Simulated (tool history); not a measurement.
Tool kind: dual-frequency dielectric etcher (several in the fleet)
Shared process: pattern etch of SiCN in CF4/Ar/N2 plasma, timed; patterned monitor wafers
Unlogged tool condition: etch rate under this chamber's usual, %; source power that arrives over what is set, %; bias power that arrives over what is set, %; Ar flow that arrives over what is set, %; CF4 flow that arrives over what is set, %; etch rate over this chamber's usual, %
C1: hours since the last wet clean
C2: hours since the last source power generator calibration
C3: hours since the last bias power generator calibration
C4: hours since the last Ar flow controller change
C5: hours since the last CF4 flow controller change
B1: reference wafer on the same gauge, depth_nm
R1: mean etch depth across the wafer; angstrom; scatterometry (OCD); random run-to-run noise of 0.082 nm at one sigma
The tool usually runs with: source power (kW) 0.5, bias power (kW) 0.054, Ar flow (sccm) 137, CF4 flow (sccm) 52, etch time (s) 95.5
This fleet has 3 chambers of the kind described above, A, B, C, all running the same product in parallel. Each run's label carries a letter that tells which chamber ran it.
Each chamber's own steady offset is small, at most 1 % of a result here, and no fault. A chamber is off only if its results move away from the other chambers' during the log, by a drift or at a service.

run 1B hour=11.2 | source_power_(kW)=0.5 bias_power_(kW)=0.054 Ar_flow_(sccm)=137 CF4_flow_(sccm)=52 etch_time_(s)=95.5 | C1=106.5 C2=1313.2 C3=863 C4=4063.9 C5=3614.4 | B1=61.904 | R1=735.57
run 2C hour=16.7 | source_power_(kW)=0.5 bias_power_(kW)=0.054 Ar_flow_(sccm)=137 CF4_flow_(sccm)=52 etch_time_(s)=95.5 | C1=180.7 C2=2290.1 C3=944.6 C4=1842.3 C5=240.7 | B1=61.905 | R1=730.52
run 3A hour=24.5 | source_power_(kW)=0.5 bias_power_(kW)=0.054 Ar_flow_(sccm)=137 CF4_flow_(sccm)=52 etch_time_(s)=95.5 | C1=524.4 C2=757.3 C3=1597.3 C4=2448.3 C5=2367.2 | B1=61.887 | R1=729.19
-- hour=27 chamber C: source power generator calibrated
run 4A hour=33.9 | source_power_(kW)=0.5 bias_power_(kW)=0.054 Ar_flow_(sccm)=137 CF4_flow_(sccm)=52 etch_time_(s)=95.5 | C1=533.8 C2=766.7 C3=1606.7 C4=2457.7 C5=2376.6 | B1=61.92 | R1=728.23
-- hour=36.6 chamber B: Ar flow controller replaced
run 5C hour=46.3 | source_power_(kW)=0.5 bias_power_(kW)=0.054 Ar_flow_(sccm)=137 CF4_flow_(sccm)=52 etch_time_(s)=95.5 | C1=210.3 C2=19.4 C3=974.2 C4=1871.9 C5=270.3 | B1=61.94 | R1=732.26
run 6B hour=53.8 | source_power_(kW)=0.5 bias_power_(kW)=0.054 Ar_flow_(sccm)=137 CF4_flow_(sccm)=52 etch_time_(s)=95.5 | C1=149.1 C2=1355.8 C3=905.6 C4=17.2 C5=3657 | B1=61.934 | R1=736.15
run 7A hour=65.3 | source_power_(kW)=0.5 bias_power_(kW)=0.054 Ar_flow_(sccm)=137 CF4_flow_(sccm)=52 etch_time_(s)=95.5 | C1=565.2 C2=798.1 C3=1638.1 C4=2489.1 C5=2408 | B1=61.939 | R1=728.95
run 8B hour=74.8 | source_power_(kW)=0.5 bias_power_(kW)=0.054 Ar_flow_(sccm)=137 CF4_flow_(sccm)=52 etch_time_(s)=95.5 | C1=170.1 C2=1376.8 C3=926.6 C4=38.2 C5=3678 | B1=61.968 | R1=734
run 9C hour=82.8 | source_power_(kW)=0.5 bias_power_(kW)=0.054 Ar_flow_(sccm)=137 CF4_flow_(sccm)=52 etch_time_(s)=95.5 | C1=246.8 C2=55.9 C3=1010.7 C4=1908.4 C5=306.8 | B1=61.962 | R1=732.98
run 10C hour=90.5 | source_power_(kW)=0.5 bias_power_(kW)=0.061 Ar_flow_(sccm)=137 CF4_flow_(sccm)=52 etch_time_(s)=95.5 | C1=254.5 C2=63.6 C3=1018.4 C4=1916.1 C5=314.5 | B1=61.962 | R1=764.93
run 11A hour=97.4 | source_power_(kW)=0.5 bias_power_(kW)=0.061 Ar_flow_(sccm)=137 CF4_flow_(sccm)=52 etch_time_(s)=95.5 | C1=597.3 C2=830.2 C3=1670.2 C4=2521.2 C5=2440.1 | B1=61.991 | R1=762.11
run 12B hour=106.1 | source_power_(kW)=0.5 bias_power_(kW)=0.061 Ar_flow_(sccm)=137 CF4_flow_(sccm)=52 etch_time_(s)=95.5 | C1=201.4 C2=1408.1 C3=957.9 C4=69.5 C5=3709.3 | B1=61.991 | R1=768.5
run 13C hour=112 | source_power_(kW)=0.5 bias_power_(kW)=0.054 Ar_flow_(sccm)=137 CF4_flow_(sccm)=52 etch_time_(s)=95.5 | C1=276 C2=85.1 C3=1039.9 C4=1937.6 C5=336 | B1=61.97 | R1=733.79
run 14B hour=123.9 | source_power_(kW)=0.5 bias_power_(kW)=0.054 Ar_flow_(sccm)=137 CF4_flow_(sccm)=52 etch_time_(s)=95.5 | C1=219.2 C2=1425.9 C3=975.7 C4=87.3 C5=3727.1 | B1=62.003 | R1=735.41
run 15A hour=129.8 | source_power_(kW)=0.5 bias_power_(kW)=0.054 Ar_flow_(sccm)=137 CF4_flow_(sccm)=52 etch_time_(s)=95.5 | C1=629.7 C2=862.6 C3=1702.6 C4=2553.6 C5=2472.5 | B1=61.988 | R1=729.49
run 16C hour=136.6 | source_power_(kW)=0.5 bias_power_(kW)=0.054 Ar_flow_(sccm)=137 CF4_flow_(sccm)=52 etch_time_(s)=95.5 | C1=300.6 C2=109.7 C3=1064.5 C4=1962.2 C5=360.6 | B1=62.013 | R1=733.47
run 17A hour=148.6 | source_power_(kW)=0.5 bias_power_(kW)=0.054 Ar_flow_(sccm)=137 CF4_flow_(sccm)=52 etch_time_(s)=109 | C1=648.5 C2=881.4 C3=1721.4 C4=2572.4 C5=2491.3 | B1=62.014 | R1=833.85
run 18B hour=157.6 | source_power_(kW)=0.5 bias_power_(kW)=0.054 Ar_flow_(sccm)=137 CF4_flow_(sccm)=52 etch_time_(s)=109 | C1=252.9 C2=1459.6 C3=1009.4 C4=121 C5=3760.8 | B1=62.016 | R1=839.47
run 19B hour=165.7 | source_power_(kW)=0.5 bias_power_(kW)=0.054 Ar_flow_(sccm)=137 CF4_flow_(sccm)=52 etch_time_(s)=109 | C1=261 C2=1467.7 C3=1017.5 C4=129.1 C5=3768.9 | B1=62.022 | R1=840.56
run 20C hour=178.1 | source_power_(kW)=0.5 bias_power_(kW)=0.054 Ar_flow_(sccm)=137 CF4_flow_(sccm)=52 etch_time_(s)=116 | C1=342.1 C2=151.2 C3=1106 C4=2003.7 C5=402.1 | B1=62.039 | R1=891.85
-- hour=184.1 chamber A: wet clean of the chamber
run 21A hour=190.3 | source_power_(kW)=0.5 bias_power_(kW)=0.054 Ar_flow_(sccm)=137 CF4_flow_(sccm)=52 etch_time_(s)=116 | C1=6.3 C2=923.1 C3=1763.1 C4=2614.1 C5=2533 | B1=62.039 | R1=887.08
run 22B hour=201.4 | source_power_(kW)=0.5 bias_power_(kW)=0.054 Ar_flow_(sccm)=137 CF4_flow_(sccm)=52 etch_time_(s)=116 | C1=296.7 C2=1503.4 C3=1053.2 C4=164.8 C5=3804.6 | B1=62.066 | R1=893.77
run 23A hour=210.2 | source_power_(kW)=0.5 bias_power_(kW)=0.062 Ar_flow_(sccm)=137 CF4_flow_(sccm)=52 etch_time_(s)=95.5 | C1=26.2 C2=943 C3=1783 C4=2634 C5=2552.9 | B1=62.051 | R1=770.3
run 24C hour=222.4 | source_power_(kW)=0.5 bias_power_(kW)=0.062 Ar_flow_(sccm)=137 CF4_flow_(sccm)=52 etch_time_(s)=95.5 | C1=386.4 C2=195.5 C3=1150.3 C4=2048 C5=446.4 | B1=62.065 | R1=771.93
run 25C hour=228.1 | source_power_(kW)=0.5 bias_power_(kW)=0.062 Ar_flow_(sccm)=137 CF4_flow_(sccm)=52 etch_time_(s)=95.5 | C1=392.1 C2=201.2 C3=1156 C4=2053.7 C5=452.1 | B1=62.063 | R1=771.73
run 26B hour=234.7 | source_power_(kW)=0.41 bias_power_(kW)=0.054 Ar_flow_(sccm)=137 CF4_flow_(sccm)=64 etch_time_(s)=95.5 | C1=330 C2=1536.7 C3=1086.5 C4=198.1 C5=3837.9 | B1=62.072 | R1=641.15
run 27A hour=243 | source_power_(kW)=0.41 bias_power_(kW)=0.054 Ar_flow_(sccm)=137 CF4_flow_(sccm)=64 etch_time_(s)=95.5 | C1=59 C2=975.8 C3=1815.8 C4=2666.8 C5=2585.7 | B1=62.054 | R1=639.34
run 28C hour=251.3 | source_power_(kW)=0.41 bias_power_(kW)=0.054 Ar_flow_(sccm)=137 CF4_flow_(sccm)=64 etch_time_(s)=95.5 | C1=415.3 C2=224.4 C3=1179.2 C4=2076.9 C5=475.3 | B1=62.087 | R1=640.56
run 29B hour=263.8 | source_power_(kW)=0.5 bias_power_(kW)=0.054 Ar_flow_(sccm)=137 CF4_flow_(sccm)=52 etch_time_(s)=95.5 | C1=359.1 C2=1565.8 C3=1115.6 C4=227.2 C5=3867 | B1=62.11 | R1=736.8
run 30A hour=274.1 | source_power_(kW)=0.5 bias_power_(kW)=0.054 Ar_flow_(sccm)=137 CF4_flow_(sccm)=52 etch_time_(s)=95.5 | C1=90.1 C2=1006.9 C3=1846.9 C4=2697.9 C5=2616.8 | B1=62.111 | R1=731.48
run 31A hour=284.3 | source_power_(kW)=0.5 bias_power_(kW)=0.054 Ar_flow_(sccm)=137 CF4_flow_(sccm)=52 etch_time_(s)=95.5 | C1=100.3 C2=1017.1 C3=1857.1 C4=2708.1 C5=2627 | B1=62.119 | R1=731.9
run 32C hour=293.9 | source_power_(kW)=0.5 bias_power_(kW)=0.054 Ar_flow_(sccm)=137 CF4_flow_(sccm)=52 etch_time_(s)=95.5 | C1=457.9 C2=267 C3=1221.8 C4=2119.5 C5=517.9 | B1=62.124 | R1=734.07
-- hour=296 chamber B: CF4 flow controller replaced
run 33B hour=302.2 | source_power_(kW)=0.5 bias_power_(kW)=0.054 Ar_flow_(sccm)=137 CF4_flow_(sccm)=52 etch_time_(s)=95.5 | C1=397.5 C2=1604.2 C3=1154 C4=265.6 C5=6.3 | B1=62.124 | R1=737.06
run 34C hour=313.8 | source_power_(kW)=0.5 bias_power_(kW)=0.054 Ar_flow_(sccm)=137 CF4_flow_(sccm)=52 etch_time_(s)=95.5 | C1=477.8 C2=286.9 C3=1241.7 C4=2139.4 C5=537.8 | B1=62.123 | R1=735.28
run 35B hour=322.6 | source_power_(kW)=0.5 bias_power_(kW)=0.054 Ar_flow_(sccm)=111 CF4_flow_(sccm)=52 etch_time_(s)=95.5 | C1=417.9 C2=1624.6 C3=1174.4 C4=286 C5=26.7 | B1=62.126 | R1=765.22
-- hour=333.9 chamber B: source power generator calibrated
run 36A hour=334.1 | source_power_(kW)=0.5 bias_power_(kW)=0.054 Ar_flow_(sccm)=111 CF4_flow_(sccm)=52 etch_time_(s)=95.5 | C1=150.1 C2=1066.9 C3=1906.9 C4=2757.9 C5=2676.8 | B1=62.149 | R1=761.63
run 37C hour=342.7 | source_power_(kW)=0.5 bias_power_(kW)=0.054 Ar_flow_(sccm)=111 CF4_flow_(sccm)=52 etch_time_(s)=95.5 | C1=506.7 C2=315.8 C3=1270.6 C4=2168.3 C5=566.7 | B1=62.157 | R1=764.65
run 38A hour=353.5 | source_power_(kW)=0.5 bias_power_(kW)=0.054 Ar_flow_(sccm)=137 CF4_flow_(sccm)=52 etch_time_(s)=95.5 | C1=169.5 C2=1086.3 C3=1926.3 C4=2777.3 C5=2696.2 | B1=62.176 | R1=732.14
-- hour=358 chamber B: wet clean of the chamber
run 39B hour=363.5 | source_power_(kW)=0.5 bias_power_(kW)=0.054 Ar_flow_(sccm)=137 CF4_flow_(sccm)=52 etch_time_(s)=95.5 | C1=5.5 C2=29.7 C3=1215.3 C4=326.9 C5=67.6 | B1=62.181 | R1=736.31
run 40C hour=374.8 | source_power_(kW)=0.5 bias_power_(kW)=0.062 Ar_flow_(sccm)=137 CF4_flow_(sccm)=52 etch_time_(s)=95.5 | C1=538.8 C2=347.9 C3=1302.7 C4=2200.4 C5=598.8 | B1=62.165 | R1=772.93

Read the log: is a single chamber off, either drifting away or since a service, is the gauge that measures every chamber drifting, or is nothing wrong beyond small per-chamber offsets? Name any odd chamber and what most likely caused it.

The shared gauge is drifting. All chambers look as if they move in step, but none is off.
What lies behind it: gauge reads high (%) = 0.459.
